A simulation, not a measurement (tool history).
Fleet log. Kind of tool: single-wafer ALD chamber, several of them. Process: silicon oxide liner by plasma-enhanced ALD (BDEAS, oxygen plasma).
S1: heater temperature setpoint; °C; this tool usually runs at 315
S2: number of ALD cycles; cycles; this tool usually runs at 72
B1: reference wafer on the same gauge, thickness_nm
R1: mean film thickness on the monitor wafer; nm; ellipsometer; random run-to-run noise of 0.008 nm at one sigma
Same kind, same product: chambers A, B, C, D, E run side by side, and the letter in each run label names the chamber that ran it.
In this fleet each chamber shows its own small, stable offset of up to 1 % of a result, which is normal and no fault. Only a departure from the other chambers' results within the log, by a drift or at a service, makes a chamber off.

run 1E hour=7.1 | S1=315 S2=72 | B1=5.3921 | R1=6.5616
run 2C hour=11.8 | S1=315 S2=72 | B1=5.3899 | R1=6.5196
run 3B hour=19.9 | S1=315 S2=72 | B1=5.3881 | R1=6.5827
run 4D hour=25.9 | S1=315 S2=72 | B1=5.3885 | R1=6.5175
run 5A hour=35.2 | S1=315 S2=72 | B1=5.3871 | R1=6.5708
run 6C hour=40.1 | S1=315 S2=72 | B1=5.3864 | R1=6.5084
run 7A hour=44.9 | S1=300 S2=67 | B1=5.386 | R1=6.2434
run 8B hour=51.6 | S1=300 S2=67 | B1=5.3852 | R1=6.2626
run 9D hour=61.7 | S1=300 S2=67 | B1=5.3849 | R1=6.1883
-- hour=64.6 chamber E: thermocouple changed; heater temperature recalibrated
run 10E hour=71.5 | S1=300 S2=67 | B1=5.3839 | R1=6.2394
run 11B hour=81.5 | S1=300 S2=67 | B1=5.3819 | R1=6.2606
run 12A hour=89.2 | S1=315 S2=72 | B1=5.3813 | R1=6.5599
run 13E hour=97.4 | S1=315 S2=72 | B1=5.3822 | R1=6.5835
run 14C hour=106.9 | S1=315 S2=72 | B1=5.3803 | R1=6.5048
run 15D hour=115.6 | S1=315 S2=72 | B1=5.3818 | R1=6.5027
run 16D hour=123.5 | S1=315 S2=72 | B1=5.3792 | R1=6.5141
run 17C hour=132.6 | S1=315 S2=72 | B1=5.3788 | R1=6.4899
run 18A hour=137.7 | S1=315 S2=72 | B1=5.3786 | R1=6.5335
run 19B hour=142.3 | S1=315 S2=72 | B1=5.3789 | R1=6.5712
run 20E hour=153 | S1=315 S2=72 | B1=5.3786 | R1=6.5544
run 21A hour=158.5 | S1=315 S2=72 | B1=5.3774 | R1=6.5595
run 22B hour=167.7 | S1=315 S2=72 | B1=5.3751 | R1=6.5605
run 23D hour=176.7 | S1=315 S2=72 | B1=5.3748 | R1=6.5127
run 24E hour=187.1 | S1=315 S2=72 | B1=5.3738 | R1=6.5488
run 25C hour=194.4 | S1=315 S2=72 | B1=5.3754 | R1=6.4784
run 26C hour=200 | S1=315 S2=72 | B1=5.3741 | R1=6.475
run 27A hour=209.1 | S1=315 S2=72 | B1=5.3738 | R1=6.5567
run 28E hour=219.8 | S1=315 S2=72 | B1=5.372 | R1=6.5436
run 29D hour=230.3 | S1=315 S2=72 | B1=5.37 | R1=6.5008
run 30B hour=236 | S1=315 S2=72 | B1=5.3719 | R1=6.5579
run 31E hour=243.5 | S1=320 S2=58 | B1=5.3708 | R1=5.231
run 32D hour=248.6 | S1=320 S2=58 | B1=5.3681 | R1=5.2029
run 33C hour=253.3 | S1=320 S2=58 | B1=5.3692 | R1=5.1826
run 34A hour=260.3 | S1=320 S2=58 | B1=5.3681 | R1=5.2357
-- hour=262.6 chamber C: thermocouple changed; heater temperature recalibrated
run 35B hour=268.1 | S1=320 S2=58 | B1=5.3679 | R1=5.2326
run 36A hour=277.7 | S1=327 S2=72 | B1=5.3661 | R1=6.4111
run 37C hour=284.3 | S1=327 S2=72 | B1=5.3676 | R1=6.3682
run 38D hour=291 | S1=327 S2=72 | B1=5.3657 | R1=6.391
run 39B hour=300.9 | S1=327 S2=72 | B1=5.3659 | R1=6.4293
run 40E hour=308.3 | S1=327 S2=72 | B1=5.3656 | R1=6.4144
run 41E hour=317.2 | S1=315 S2=72 | B1=5.3635 | R1=6.544

Predict what each chamber gives when all 5 of them run the settings below next.
run 42A hour=324.9 | S1=315 S2=82 | R1=?
run 42B hour=324.9 | S1=315 S2=82 | R1=?
run 42C hour=324.9 | S1=315 S2=82 | R1=?
run 42D hour=324.9 | S1=315 S2=82 | R1=?
run 42E hour=324.9 | S1=315 S2=82 | R1=?

run=42A R1=7.4319
run=42B R1=7.4585
run=42C R1=7.3633
run=42D R1=7.3837
run=42E R1=7.4469

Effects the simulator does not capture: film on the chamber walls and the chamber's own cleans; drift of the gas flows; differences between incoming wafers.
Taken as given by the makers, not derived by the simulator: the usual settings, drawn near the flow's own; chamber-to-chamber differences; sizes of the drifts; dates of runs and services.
